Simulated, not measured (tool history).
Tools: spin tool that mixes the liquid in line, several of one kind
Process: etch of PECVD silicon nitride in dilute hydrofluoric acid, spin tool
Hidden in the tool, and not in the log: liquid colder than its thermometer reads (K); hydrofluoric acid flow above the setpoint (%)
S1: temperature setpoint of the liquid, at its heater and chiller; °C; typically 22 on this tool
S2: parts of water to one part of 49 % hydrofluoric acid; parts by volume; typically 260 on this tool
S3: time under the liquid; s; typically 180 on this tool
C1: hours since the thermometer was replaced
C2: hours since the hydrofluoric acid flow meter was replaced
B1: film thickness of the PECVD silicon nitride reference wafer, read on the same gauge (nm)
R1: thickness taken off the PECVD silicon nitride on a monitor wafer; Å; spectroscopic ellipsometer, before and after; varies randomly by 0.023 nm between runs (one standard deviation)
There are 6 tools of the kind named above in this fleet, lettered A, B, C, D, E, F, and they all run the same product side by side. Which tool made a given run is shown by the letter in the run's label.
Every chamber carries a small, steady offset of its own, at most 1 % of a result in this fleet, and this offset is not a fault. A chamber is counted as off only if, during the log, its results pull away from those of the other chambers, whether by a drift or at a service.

run	hour	S1	S2	S3	C1	C2	B1	R1
1C	7.8	22	260	180	1071.6	623.6	129.96	10.5700
2B	15.0	22	260	180	338.7	664.4	130.02	10.0210
3D	20.7	22	260	180	513.6	1183.7	130.00	10.3240
4A	26.9	22	260	180	549.2	63.9	130.02	10.3220
5F	38.9	22	260	180	871.2	370.3	130.02	10.2210
# hour 45.0: chamber A: thermometer replaced
6E	50.2	22	260	180	356.0	1169.1	129.97	10.8310
7D	63.1	22	260	180	556.0	1226.1	129.97	10.5630
8B	70.6	22	260	180	394.3	720.0	130.00	10.1340
9F	83.3	22	260	180	915.6	414.7	130.02	10.4940
10C	93.5	22	260	235	1157.3	709.3	130.05	14.4070
11E	102.5	22	260	235	408.3	1221.4	129.97	13.5690
12A	111.2	22	260	235	66.3	148.2	129.95	13.4350
13B	118.1	22	260	235	441.8	767.5	130.00	13.7100
14A	125.3	22	260	235	80.4	162.3	130.03	14.0690
15E	130.9	22	260	235	436.7	1249.8	129.98	13.6780
16C	142.5	22	260	180	1206.3	758.3	129.98	10.7990
17F	154.7	22	260	180	987.0	486.1	129.99	10.2570
18D	167.0	22	260	180	659.9	1330.0	130.01	10.6210
19E	177.3	22	260	180	483.1	1296.2	129.98	10.0940
# hour 178.0: chamber D: thermometer replaced
20F	185.6	22	260	180	1017.9	517.0	130.01	10.6730
21B	193.5	22	260	180	517.2	842.9	130.03	10.3590
22C	205.7	22	260	180	1269.5	821.5	129.98	10.3740
# hour 206.8: chamber E: hydrofluoric acid flow meter replaced
23D	215.3	22	260	180	37.4	1378.3	130.00	10.2290
24A	221.6	22	260	180	176.7	258.6	129.99	10.4170
25A	229.6	22	260	180	184.7	266.6	130.01	10.7000
26C	238.6	22	260	180	1302.4	854.4	129.98	10.0890
27D	246.8	22	260	180	68.9	1409.8	130.00	10.5300
28B	256.9	22	260	180	580.6	906.3	130.04	10.5620
29E	263.5	22	260	180	569.3	56.7	129.97	10.1160
30F	269.4	22	260	180	1101.7	600.8	130.01	10.4000
31B	277.5	22	260	180	601.2	926.9	130.05	10.4770
32C	289.2	22	260	180	1353.0	905.0	130.00	10.8900
# hour 298.1: chamber F: thermometer replaced
33A	301.3	22	260	180	256.4	338.3	129.99	10.6340
34E	312.2	22	260	180	618.0	105.4	130.02	10.8840
35D	323.3	22	260	100	145.4	1486.3	130.02	5.8450
36F	335.1	22	260	100	37.0	666.5	130.01	5.8799
37E	341.0	22	260	100	646.8	134.2	129.99	5.7268
38B	352.5	22	260	100	676.2	1001.9	129.98	5.8798
39C	360.6	22	260	100	1424.4	976.4	130.02	5.8872
40F	373.1	22	260	100	75.0	704.5	130.00	6.0176
41D	378.8	22	335	145	200.9	1541.8	129.97	6.6070

Has any chamber moved away from the others, gradually or after a service, or does the common gauge drift, or do the chambers differ only by their own small steady offsets? State the chamber and the most likely cause if one applies.

All chambers stay in line apart from their small fixed offsets, and the gauge does not drift.

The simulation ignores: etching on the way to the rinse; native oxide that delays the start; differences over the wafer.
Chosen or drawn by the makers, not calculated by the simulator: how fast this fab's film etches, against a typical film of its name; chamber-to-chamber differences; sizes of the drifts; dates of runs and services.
